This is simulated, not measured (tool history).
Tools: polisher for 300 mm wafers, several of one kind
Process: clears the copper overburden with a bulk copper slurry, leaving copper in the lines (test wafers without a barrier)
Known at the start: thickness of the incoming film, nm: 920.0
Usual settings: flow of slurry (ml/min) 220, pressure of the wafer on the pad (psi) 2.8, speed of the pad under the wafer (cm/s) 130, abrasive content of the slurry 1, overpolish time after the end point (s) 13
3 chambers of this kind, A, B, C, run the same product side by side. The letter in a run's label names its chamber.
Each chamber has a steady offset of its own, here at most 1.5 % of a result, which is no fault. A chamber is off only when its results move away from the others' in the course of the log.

run,hour,flow of slurry (ml/min),pressure of the wafer on the pad (psi),speed of the pad under the wafer (cm/s),abrasive content of the slurry,overpolish time after the end point (s),time until the end point was called (s),dishing of a wide line in a test structure (Å)
1C,4.5,220,2.8,130,1,13,66.814,890.66
2B,8.4,220,2.8,130,1,13,67.168,874.27
3A,13.3,220,2.8,130,1,13,66.436,873.01
4C,15.6,220,2.8,130,1,13,67.689,886.36
5B,20.2,220,2.8,130,1,13,67.804,867.92
6A,24.3,220,2.8,130,1,13,66.549,890.1
7B,28.7,220,2.8,130,1,13,67.171,855.37
# hour 30.7: chamber B: slurry blender recalibrated
8A,33.6,220,2.8,130,1,13,66.212,848.19
# hour 34.2: chamber C: worn pad replaced by a new one
# hour 35.9: chamber C: slurry blender recalibrated
9C,36.2,220,2.8,130,1,13,65.762,907.36
10C,39.4,220,2.8,130,1,13,67.547,907.61
11A,42.2,220,2.8,130,1,13,68.482,868.91
12B,46.3,220,2.8,130,1,13,64.829,871.57
# hour 50.4: chamber B: head pressure recalibrated
13C,51.2,220,2.8,130,1,13,66.082,888.3
# hour 52.9: chamber B: worn pad replaced by a new one
14B,54.6,220,2.8,130,1,6,60.908,556.19
15A,58.2,220,2.8,130,1,6,68.019,522.94
# hour 58.3: chamber A: worn pad replaced by a new one
# hour 60.7: chamber A: slurry blender recalibrated
16A,60.8,220,2.8,130,1,6,65.988,525.67
17C,63.7,220,2.8,130,1,13,65.522,902.46
18B,68.2,220,2.8,130,1,13,61.494,908.08
19B,72.7,220,2.8,156,1.2,13,49.006,1024.2
20A,77.6,220,2.8,156,1.2,13,52.601,976.4
21C,80,220,2.8,156,1.2,13,53.788,976.99
22A,84.6,220,2.8,130,1,13,67.32,870.99
23C,87,220,2.8,130,1,8,66.426,653.73
24B,90.1,220,2.8,130,1,8,61.45,693.58
25A,95,220,2.8,130,1,8,66.225,654.43
# hour 97.2: chamber C: worn pad replaced by a new one
26B,97.5,220,3.3,148,1,13,45.614,1099
27C,102.2,220,3.3,148,1,13,50.028,1042.4
28C,104.5,220,3.3,148,1,13,50.067,1057.1

Is one chamber off against the others, does the gauge drift, or is nothing wrong? If a chamber is off, say which, and what the likeliest cause is.

A service left chamber B off against the others.
Cause: head's pressure above its setpoint, % = 8.53.

Here are 4 candidates for chamber B's next run, each the usual settings with a change, their results left as question marks. Which one brings its results back in line with what the others give on the usual settings?
In line means no further than this from the other chambers' mean on the usual settings: time until the end point was called (s) 3.4; dishing of a wide line in a test structure (Å) 48
29B-1,108.3,220,2.6,118,1,13,?,?
29B-2,108.3,220,2.7,124,1,13,?,?
29B-3,108.3,220,2.9,136,1,13,?,?
29B-4,108.3,220,3,142,1,13,?,?

The other chambers' mean on the usual settings: time until the end point was called (s) 66.85; dishing of a wide line in a test structure (Å) 879.79
run,time until the end point was called (s),dishing of a wide line in a test structure (Å)
29B-1,72.621,826.44
29B-2,66.641,873.24
29B-3,56.71,963.35
29B-4,52.56,1006.4
29B-2 brings the chamber back in line.
